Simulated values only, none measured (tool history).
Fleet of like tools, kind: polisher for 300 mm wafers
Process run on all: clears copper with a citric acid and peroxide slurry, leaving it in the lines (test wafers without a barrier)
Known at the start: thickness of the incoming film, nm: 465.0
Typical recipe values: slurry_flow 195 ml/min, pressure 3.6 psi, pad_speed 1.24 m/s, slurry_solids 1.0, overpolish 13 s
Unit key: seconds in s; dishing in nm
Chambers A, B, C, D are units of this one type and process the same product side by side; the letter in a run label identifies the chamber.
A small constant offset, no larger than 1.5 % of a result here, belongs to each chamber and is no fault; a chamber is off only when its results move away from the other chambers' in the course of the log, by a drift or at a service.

| run | hour | slurry_flow | pressure | pad_speed | slurry_solids | overpolish | wafers polished on this pad | hours since the slurry nozzle was cleaned | hours since the head pressure was calibrated | hours since the slurry blender was calibrated | seconds | dishing |
|---|---|---|---|---|---|---|---|---|---|---|---|---|
|  | 1.1 | chamber A: worn pad replaced by a new one |
|  | 3.0 | chamber B: slurry blender recalibrated |
| 1C | 5.6 | 195 | 3.6 | 1.24 | 1.0 | 13 | 445 | 198.6 | 566.6 | 92.8 | 138.19 | 27.791 |
| 2A | 9.3 | 195 | 3.6 | 1.24 | 1.0 | 13 | 57 | 120.6 | 1341.0 | 112.8 | 138.75 | 27.684 |
| 3D | 13.7 | 195 | 3.6 | 1.24 | 1.0 | 13 | 270 | 151.0 | 180.9 | 189.2 | 134.67 | 27.282 |
| 4B | 20.8 | 195 | 3.6 | 1.24 | 1.0 | 13 | 924 | 154.4 | 814.9 | 17.8 | 135.94 | 27.583 |
| 5A | 27.7 | 195 | 3.6 | 1.24 | 1.0 | 13 | 184 | 139.0 | 1359.4 | 131.2 | 134.36 | 27.843 |
| 6D | 32.1 | 195 | 3.6 | 1.24 | 0.8 | 13 | 397 | 169.4 | 199.3 | 207.6 | 144.16 | 26.523 |
| 7B | 39.4 | 195 | 3.6 | 1.24 | 0.8 | 13 | 1052 | 173.0 | 833.5 | 36.4 | 141.22 | 26.498 |
| 8C | 44.8 | 195 | 3.6 | 1.24 | 0.8 | 13 | 717 | 237.8 | 605.8 | 132.0 | 143.93 | 26.686 |
|  | 48.4 | chamber C: worn pad replaced by a new one |
| 9D | 49.2 | 195 | 3.6 | 1.24 | 0.8 | 13 | 515 | 186.5 | 216.4 | 224.7 | 140.66 | 27.014 |
|  | 52.1 | chamber C: slurry blender recalibrated |
| 10B | 55.3 | 195 | 3.6 | 1.24 | 1.0 | 13 | 1163 | 188.9 | 849.4 | 52.3 | 136.28 | 27.335 |
| 11A | 60.1 | 195 | 3.6 | 1.24 | 1.0 | 13 | 408 | 171.4 | 1391.8 | 163.6 | 136.98 | 27.789 |
|  | 63.4 | chamber B: worn pad replaced by a new one |
| 12C | 66.3 | 195 | 3.6 | 1.24 | 1.0 | 13 | 124 | 259.3 | 627.3 | 14.2 | 139.80 | 27.554 |
| 13A | 70.6 | 195 | 3.6 | 1.24 | 1.0 | 13 | 481 | 181.9 | 1402.3 | 174.1 | 132.40 | 28.048 |
| 14B | 77.9 | 195 | 3.6 | 1.24 | 1.0 | 13 | 100 | 211.5 | 872.0 | 74.9 | 134.62 | 27.660 |
| 15D | 82.7 | 195 | 3.6 | 1.24 | 1.0 | 13 | 747 | 220.0 | 249.9 | 258.2 | 137.66 | 27.421 |
|  | 87.5 | chamber A: slurry nozzle cleaned |
| 16C | 88.3 | 195 | 3.6 | 1.24 | 1.0 | 13 | 276 | 281.3 | 649.3 | 36.2 | 134.42 | 27.991 |
|  | 90.0 | chamber D: slurry blender recalibrated |
| 17B | 92.7 | 195 | 3.6 | 1.24 | 1.0 | 13 | 202 | 226.3 | 886.8 | 89.7 | 134.40 | 27.230 |
| 18C | 97.4 | 195 | 3.6 | 1.24 | 1.0 | 13 | 339 | 290.4 | 658.4 | 45.3 | 135.16 | 27.881 |
|  | 102.3 | chamber D: worn pad replaced by a new one |
| 19D | 105.2 | 195 | 3.6 | 1.24 | 1.0 | 13 | 20 | 242.5 | 272.4 | 15.2 | 136.66 | 27.815 |
| 20A | 112.3 | 195 | 3.6 | 1.24 | 1.0 | 13 | 770 | 24.8 | 1444.0 | 215.8 | 139.98 | 27.373 |
| 21D | 116.0 | 195 | 3.6 | 1.24 | 1.0 | 13 | 95 | 253.3 | 283.2 | 26.0 | 138.17 | 27.997 |
| 22B | 120.2 | 195 | 2.9 | 1.24 | 1.0 | 13 | 393 | 253.8 | 914.3 | 117.2 | 165.32 | 23.473 |
|  | 122.0 | chamber B: slurry blender recalibrated |
| 23C | 127.2 | 195 | 2.9 | 1.24 | 1.0 | 13 | 546 | 320.2 | 688.2 | 75.1 | 166.68 | 23.735 |
| 24A | 133.2 | 195 | 2.9 | 1.24 | 1.0 | 13 | 914 | 45.7 | 1464.9 | 236.7 | 163.20 | 23.132 |
| 25A | 137.1 | 195 | 2.9 | 1.24 | 1.0 | 13 | 941 | 49.6 | 1468.8 | 240.6 | 164.78 | 23.191 |
| 26B | 144.9 | 195 | 3.6 | 1.24 | 1.0 | 13 | 564 | 278.5 | 939.0 | 23.0 | 130.10 | 27.741 |
| 27D | 150.6 | 195 | 3.6 | 1.24 | 1.0 | 13 | 334 | 287.9 | 317.8 | 60.6 | 135.26 | 27.148 |

Is one chamber off against the others, does the gauge drift, or is nothing wrong? If a chamber is off, say which, and what the likeliest cause is.

No chamber is off and the gauge is stable; the differences are just each chamber's small, constant offset.
